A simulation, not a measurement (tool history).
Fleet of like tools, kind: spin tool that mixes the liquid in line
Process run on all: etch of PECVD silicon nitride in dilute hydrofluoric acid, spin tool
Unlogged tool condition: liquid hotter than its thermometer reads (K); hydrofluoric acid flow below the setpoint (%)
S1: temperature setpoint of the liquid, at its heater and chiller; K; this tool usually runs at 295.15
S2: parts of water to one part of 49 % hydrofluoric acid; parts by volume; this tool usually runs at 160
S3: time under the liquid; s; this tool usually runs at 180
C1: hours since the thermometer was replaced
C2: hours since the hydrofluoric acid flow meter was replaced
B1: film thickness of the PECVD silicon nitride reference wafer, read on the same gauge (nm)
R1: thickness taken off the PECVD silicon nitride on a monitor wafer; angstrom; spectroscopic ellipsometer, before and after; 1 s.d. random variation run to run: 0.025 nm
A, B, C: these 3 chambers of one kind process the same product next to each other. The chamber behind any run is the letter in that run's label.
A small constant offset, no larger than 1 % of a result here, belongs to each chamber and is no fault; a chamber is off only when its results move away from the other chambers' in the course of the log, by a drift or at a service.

| run | hour | S1 | S2 | S3 | C1 | C2 | B1 | R1 |
|---|---|---|---|---|---|---|---|---|
| 1C | 11.0 | 295.15 | 160 | 180 | 322.9 | 1055.4 | 129.96 | 50.629 |
| 2A | 21.5 | 295.15 | 160 | 180 | 2127.2 | 443.2 | 130.00 | 51.262 |
| 3B | 30.9 | 295.15 | 160 | 180 | 201.9 | 691.1 | 130.00 | 50.497 |
| 4B | 40.6 | 295.15 | 160 | 180 | 211.6 | 700.8 | 130.00 | 50.611 |
| 5A | 49.6 | 295.15 | 160 | 180 | 2155.3 | 471.3 | 130.00 | 51.282 |
| 6C | 59.0 | 295.15 | 160 | 180 | 370.9 | 1103.4 | 130.00 | 50.128 |
| 7A | 64.8 | 295.15 | 160 | 180 | 2170.5 | 486.5 | 130.03 | 50.919 |
| 8C | 72.2 | 295.15 | 160 | 180 | 384.1 | 1116.6 | 129.98 | 50.789 |
| 9B | 84.2 | 295.15 | 160 | 180 | 255.2 | 744.4 | 129.97 | 50.859 |
| 10C | 96.7 | 295.15 | 135 | 120 | 408.6 | 1141.1 | 130.04 | 39.600 |
| 11A | 106.7 | 295.15 | 135 | 120 | 2212.4 | 528.4 | 129.99 | 40.165 |
| 12B | 115.3 | 295.15 | 135 | 120 | 286.3 | 775.5 | 129.98 | 40.082 |
| 13A | 125.9 | 295.15 | 160 | 180 | 2231.6 | 547.6 | 130.01 | 51.591 |
| 14C | 133.7 | 295.15 | 160 | 180 | 445.6 | 1178.1 | 130.01 | 50.882 |
| 15B | 144.4 | 295.15 | 160 | 225 | 315.4 | 804.6 | 130.00 | 64.043 |
| 16A | 151.1 | 295.15 | 160 | 225 | 2256.8 | 572.8 | 129.99 | 63.599 |
|  | 151.8 | chamber C: thermometer replaced |
| 17B | 163.0 | 295.15 | 160 | 225 | 334.0 | 823.2 | 130.00 | 63.602 |
| 18C | 175.0 | 295.15 | 160 | 180 | 23.2 | 1219.4 | 130.03 | 50.752 |
| 19A | 184.3 | 295.15 | 160 | 180 | 2290.0 | 606.0 | 129.99 | 50.799 |
| 20C | 197.8 | 291.65 | 160 | 260 | 46.0 | 1242.2 | 129.97 | 57.810 |
| 21B | 207.5 | 291.65 | 160 | 260 | 378.5 | 867.7 | 130.00 | 58.060 |
| 22A | 220.1 | 291.65 | 160 | 260 | 2325.8 | 641.8 | 130.01 | 58.395 |
| 23C | 228.8 | 295.15 | 160 | 180 | 77.0 | 1273.2 | 129.97 | 50.832 |
| 24B | 237.0 | 295.15 | 220 | 180 | 408.0 | 897.2 | 130.02 | 37.549 |
| 25C | 249.3 | 295.15 | 220 | 180 | 97.5 | 1293.7 | 129.99 | 37.237 |

Does one chamber stand apart from the rest, does the shared gauge drift, or is all well apart from small per-chamber offsets? Give the chamber and the most likely cause, where there is one.

No chamber stands off beyond its own small offset, and the gauge holds steady.

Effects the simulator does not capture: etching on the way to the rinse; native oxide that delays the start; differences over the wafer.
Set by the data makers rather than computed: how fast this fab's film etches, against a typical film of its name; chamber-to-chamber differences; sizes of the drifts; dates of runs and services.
